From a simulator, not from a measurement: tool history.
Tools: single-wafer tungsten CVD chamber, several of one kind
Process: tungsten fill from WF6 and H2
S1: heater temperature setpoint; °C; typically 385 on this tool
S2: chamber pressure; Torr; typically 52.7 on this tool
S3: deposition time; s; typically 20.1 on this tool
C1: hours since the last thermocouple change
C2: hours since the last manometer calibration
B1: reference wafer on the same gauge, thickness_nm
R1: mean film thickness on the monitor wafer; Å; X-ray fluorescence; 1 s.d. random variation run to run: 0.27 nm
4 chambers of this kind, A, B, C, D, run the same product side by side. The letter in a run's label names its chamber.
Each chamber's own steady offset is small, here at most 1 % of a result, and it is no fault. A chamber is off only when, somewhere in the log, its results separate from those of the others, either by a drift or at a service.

{"run": "1B", "hour": 10.1, "S1": 385, "S2": 52.7, "S3": 20.1, "C1": 84, "C2": 494.4, "B1": 61.789, "R1": 571.33}
{"run": "2A", "hour": 24.1, "S1": 385, "S2": 52.7, "S3": 20.1, "C1": 1083.4, "C2": 181.5, "B1": 61.809, "R1": 574.89}
{"run": "3D", "hour": 33.8, "S1": 385, "S2": 52.7, "S3": 20.1, "C1": 889.3, "C2": 815.1, "B1": 61.794, "R1": 564.77}
{"run": "4C", "hour": 45.0, "S1": 385, "S2": 52.7, "S3": 20.1, "C1": 294.8, "C2": 1130, "B1": 61.776, "R1": 570.53}
{"run": "5B", "hour": 52.2, "S1": 385, "S2": 52.7, "S3": 20.1, "C1": 126.1, "C2": 536.5, "B1": 61.79, "R1": 570.46}
{"run": "6C", "hour": 65.3, "S1": 385, "S2": 52.7, "S3": 20.1, "C1": 315.1, "C2": 1150.3, "B1": 61.821, "R1": 570.46}
{"run": "7D", "hour": 73.5, "S1": 391, "S2": 52.7, "S3": 18.4, "C1": 929, "C2": 854.8, "B1": 61.758, "R1": 582.57}
{"run": "8A", "hour": 81.2, "S1": 391, "S2": 52.7, "S3": 18.4, "C1": 1140.5, "C2": 238.6, "B1": 61.769, "R1": 587.06}
{"run": "9C", "hour": 89.7, "S1": 391, "S2": 52.7, "S3": 18.4, "C1": 339.5, "C2": 1174.7, "B1": 61.778, "R1": 589.76}
{"run": "10D", "hour": 99.5, "S1": 391, "S2": 52.7, "S3": 18.4, "C1": 955, "C2": 880.8, "B1": 61.775, "R1": 580.58}
{"run": "11A", "hour": 110.1, "S1": 385, "S2": 52.7, "S3": 20.1, "C1": 1169.4, "C2": 267.5, "B1": 61.854, "R1": 573.4}
{"run": "12B", "hour": 122.2, "S1": 385, "S2": 52.7, "S3": 20.1, "C1": 196.1, "C2": 606.5, "B1": 61.814, "R1": 572.48}
{"run": "13B", "hour": 134.8, "S1": 385, "S2": 46.1, "S3": 20.1, "C1": 208.7, "C2": 619.1, "B1": 61.815, "R1": 539.42}
{"run": "14A", "hour": 145.0, "S1": 385, "S2": 46.1, "S3": 20.1, "C1": 1204.3, "C2": 302.4, "B1": 61.783, "R1": 538.04}
{"run": "15D", "hour": 157.6, "S1": 385, "S2": 46.1, "S3": 20.1, "C1": 1013.1, "C2": 938.9, "B1": 61.751, "R1": 533.77}
{"run": "16C", "hour": 169.7, "S1": 385, "S2": 46.1, "S3": 20.1, "C1": 419.5, "C2": 1254.7, "B1": 61.767, "R1": 535.98}
{"run": "17B", "hour": 183.2, "S1": 385, "S2": 52.7, "S3": 20.1, "C1": 257.1, "C2": 667.5, "B1": 61.845, "R1": 572.96}
{"run": "18C", "hour": 196.6, "S1": 385, "S2": 52.7, "S3": 20.1, "C1": 446.4, "C2": 1281.6, "B1": 61.855, "R1": 571.78}
{"run": "19A", "hour": 209.4, "S1": 385, "S2": 52.7, "S3": 20.1, "C1": 1268.7, "C2": 366.8, "B1": 61.798, "R1": 573.14}
{"run": "20D", "hour": 219.1, "S1": 385, "S2": 52.7, "S3": 20.1, "C1": 1074.6, "C2": 1000.4, "B1": 61.823, "R1": 566.69}
{"run": "21B", "hour": 225.8, "S1": 385, "S2": 52.7, "S3": 20.1, "C1": 299.7, "C2": 710.1, "B1": 61.828, "R1": 570.9}
{"run": "22C", "hour": 236.1, "S1": 379, "S2": 47.2, "S3": 20.1, "C1": 485.9, "C2": 1321.1, "B1": 61.803, "R1": 479.46}
{"run": "23A", "hour": 243.7, "S1": 379, "S2": 47.2, "S3": 20.1, "C1": 1303, "C2": 401.1, "B1": 61.811, "R1": 480.46}
{"run": "24D", "hour": 253.4, "S1": 379, "S2": 47.2, "S3": 20.1, "C1": 1108.9, "C2": 1034.7, "B1": 61.847, "R1": 476.39}
{"run": "25B", "hour": 261.0, "S1": 379, "S2": 47.2, "S3": 20.1, "C1": 334.9, "C2": 745.3, "B1": 61.814, "R1": 480.67}
{"run": "26D", "hour": 268.0, "S1": 385, "S2": 52.7, "S3": 20.1, "C1": 1123.5, "C2": 1049.3, "B1": 61.789, "R1": 564.69}
{"run": "27A", "hour": 278.0, "S1": 385, "S2": 58.6, "S3": 20.1, "C1": 1337.3, "C2": 435.4, "B1": 61.808, "R1": 603.85}
{"run": "28C", "hour": 284.7, "S1": 385, "S2": 58.6, "S3": 20.1, "C1": 534.5, "C2": 1369.7, "B1": 61.797, "R1": 595.33}
{"run": "29A", "hour": 297.1, "S1": 385, "S2": 58.6, "S3": 20.1, "C1": 1356.4, "C2": 454.5, "B1": 61.816, "R1": 606.76}
{"run": "30D", "hour": 309.3, "S1": 385, "S2": 58.6, "S3": 20.1, "C1": 1164.8, "C2": 1090.6, "B1": 61.773, "R1": 587.59}
{"run": "31C", "hour": 321.5, "S1": 385, "S2": 52.7, "S3": 20.1, "C1": 571.3, "C2": 1406.5, "B1": 61.76, "R1": 567.32}
{"run": "32B", "hour": 333.2, "S1": 385, "S2": 52.7, "S3": 22, "C1": 407.1, "C2": 817.5, "B1": 61.753, "R1": 625.71}
{"run": "33A", "hour": 343.0, "S1": 385, "S2": 52.7, "S3": 22, "C1": 1402.3, "C2": 500.4, "B1": 61.748, "R1": 640.87}
{"run": "34B", "hour": 355.7, "S1": 385, "S2": 52.7, "S3": 22, "C1": 429.6, "C2": 840, "B1": 61.843, "R1": 624.11}
{"run": "35D", "hour": 369.3, "S1": 385, "S2": 52.7, "S3": 22, "C1": 1224.8, "C2": 1150.6, "B1": 61.768, "R1": 617.42}
{"run": "36C", "hour": 376.5, "S1": 370, "S2": 61.8, "S3": 20.1, "C1": 626.3, "C2": 1461.5, "B1": 61.797, "R1": 448.37}
{"run": "37C", "hour": 388.9, "S1": 370, "S2": 61.8, "S3": 20.1, "C1": 638.7, "C2": 1473.9, "B1": 61.861, "R1": 451.79}
{"run": "38B", "hour": 399.3, "S1": 370, "S2": 61.8, "S3": 20.1, "C1": 473.2, "C2": 883.6, "B1": 61.801, "R1": 445.19}
{"run": "39D", "hour": 405.5, "S1": 370, "S2": 61.8, "S3": 20.1, "C1": 1261, "C2": 1186.8, "B1": 61.825, "R1": 446.82}
{"run": "40A", "hour": 413.6, "S1": 385, "S2": 52.7, "S3": 20.1, "C1": 1472.9, "C2": 571, "B1": 61.808, "R1": 585.79}
{"run": "41B", "hour": 419.8, "S1": 385, "S2": 52.7, "S3": 20.1, "C1": 493.7, "C2": 904.1, "B1": 61.898, "R1": 571.77}
{"run": "42C", "hour": 432.6, "S1": 385, "S2": 52.7, "S3": 22.8, "C1": 682.4, "C2": 1517.6, "B1": 61.828, "R1": 650.32}
{"run": "43D", "hour": 441.0, "S1": 385, "S2": 52.7, "S3": 22.8, "C1": 1296.5, "C2": 1222.3, "B1": 61.754, "R1": 641.28}
{"run": "44A", "hour": 451.3, "S1": 385, "S2": 52.7, "S3": 22.8, "C1": 1510.6, "C2": 608.7, "B1": 61.814, "R1": 666.42}

The same settings go to every chamber for the next run, one line per chamber below. Forecast the results for each:
{"run": "45A", "hour": 461.3, "S1": 385, "S2": 52.7, "S3": 18.3, "R1": "?"}
{"run": "45B", "hour": 461.3, "S1": 385, "S2": 52.7, "S3": 18.3, "R1": "?"}
{"run": "45C", "hour": 461.3, "S1": 385, "S2": 52.7, "S3": 18.3, "R1": "?"}
{"run": "45D", "hour": 461.3, "S1": 385, "S2": 52.7, "S3": 18.3, "R1": "?"}

run=45A R1=535.61
run=45B R1=522.48
run=45C R1=519.27
run=45D R1=513.23

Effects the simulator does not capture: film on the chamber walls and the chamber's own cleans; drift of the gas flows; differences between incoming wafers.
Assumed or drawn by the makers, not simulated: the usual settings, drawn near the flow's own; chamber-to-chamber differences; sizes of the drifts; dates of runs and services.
